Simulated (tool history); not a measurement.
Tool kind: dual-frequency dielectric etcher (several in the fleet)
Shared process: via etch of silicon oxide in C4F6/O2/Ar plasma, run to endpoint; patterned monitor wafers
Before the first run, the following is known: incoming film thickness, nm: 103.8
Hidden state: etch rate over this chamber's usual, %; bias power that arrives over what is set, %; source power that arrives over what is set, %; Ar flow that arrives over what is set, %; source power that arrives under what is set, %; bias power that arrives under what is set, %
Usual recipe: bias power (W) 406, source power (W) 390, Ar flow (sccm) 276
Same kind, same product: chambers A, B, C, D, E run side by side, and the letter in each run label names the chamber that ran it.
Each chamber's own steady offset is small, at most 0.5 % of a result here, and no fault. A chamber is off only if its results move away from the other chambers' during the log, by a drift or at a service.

run    day  bias power (W)  source power (W)  Ar flow (sccm)  hours since the last wet clean  hours since the last bias power generator calibration  hours since the last source power generator calibration  hours since the last Ar flow controller change  endpoint time (s)
 1D  0.279             406               390             276                             440                                                 2192.2                                                    299.8                                          2007.2             24.721
 2E  0.512             406               390             276                           343.7                                                  944.4                                                   1651.8                                          3825.6             24.628
 3C  0.875             406               390             276                           126.7                                                  654.8                                                   3752.8                                          4329.3             24.593
 4B  1.138             406               390             276                           333.1                                                  909.4                                                   1682.5                                          1916.3             24.771
 5A  1.342             406               390             276                           467.6                                                  519.2                                                   1404.1                                             546             24.617
 6E  1.562             406               390             211                           368.9                                                  969.6                                                     1677                                          3850.8             23.763
     1.838  -- chamber A: wet clean of the chamber
 7C  1.912             406               390             211                           151.6                                                  679.7                                                   3777.7                                          4354.2             24.039
 8D  2.354             406               390             211                           489.8                                                   2242                                                    349.6                                            2057             24.074
     2.504  -- chamber E: wet clean of the chamber
 9B  2.746             406               390             211                           371.7                                                    948                                                   1721.1                                          1954.9             24.094
10A  3.192             406               390             211                            32.5                                                  563.6                                                   1448.5                                           590.4             24.062
11C  3.442             406               390             276                           188.3                                                  716.4                                                   3814.4                                          4390.9             24.677
12E  3.758             406               390             276                            30.2                                                 1022.3                                                   1729.7                                          3903.5             24.473
13B  3.996             406               390             276                           401.7                                                    978                                                   1751.1                                          1984.9             24.952
14A  4.433             406               390             276                            62.3                                                  593.4                                                   1478.3                                           620.2             24.649
     4.571  -- chamber C: Ar flow controller replaced
15D  4.733             406               390             276                           546.9                                                 2299.1                                                    406.7                                          2114.1             24.773
16C  5.171             406               390             276                           229.8                                                  757.9                                                   3855.9                                            14.5             24.717
17E  5.404             406               390             276                            69.7                                                 1061.8                                                   1769.2                                            3943             24.548
     5.629  -- chamber D: bias power generator calibrated
18A  5.654             406               390             276                            91.6                                                  622.7                                                   1507.6                                           649.5             24.662
       5.9  -- chamber D: wet clean of the chamber
19B  6.062             406               390             276                           451.3                                                 1027.6                                                   1800.7                                          2034.5             24.823
20D  6.354             406               390             276                            10.9                                                   17.5                                                    445.6                                            2153             23.355
21E  6.717             406               390             276                           101.2                                                 1093.3                                                   1800.7                                          3974.5             24.687
22B  6.925             406               390             276                             472                                                 1048.3                                                   1821.4                                          2055.2             25.032
23C  7.333             371               430             276                           281.7                                                  809.8                                                   3907.8                                            66.4              24.49
24D  7.767             371               430             276                            44.8                                                   51.4                                                    479.5                                          2186.9             23.302
     7.979  -- chamber B: wet clean of the chamber
25A  8.133             371               430             276                           151.1                                                  682.2                                                   1567.1                                             709             24.473
26B  8.404             371               430             276                            10.2                                                 1083.8                                                   1856.9                                          2090.7             24.753
27D  8.654             371               430             276                            66.1                                                   72.7                                                    500.8                                          2208.2              23.29
28A  8.846             406               390             276                           168.2                                                  699.3                                                   1584.2                                           726.1             24.677
29E  9.167             406               390             276                             160                                                 1152.1                                                   1859.5                                          4033.3             24.774
30C  9.475             406               390             276                           333.1                                                  861.2                                                   3959.2                                           117.8              24.76

Next, every chamber runs the same settings. What will each give?
31A  9.792             406               390             276                                                                                                                                                                                                                  ?
31B  9.792             406               390             276                                                                                                                                                                                                                  ?
31C  9.792             406               390             276                                                                                                                                                                                                                  ?
31D  9.792             406               390             276                                                                                                                                                                                                                  ?
31E  9.792             406               390             276                                                                                                                                                                                                                  ?

run  endpoint time (s)
31A             24.697
31B             24.982
31C             24.545
31D             23.509
31E             24.615
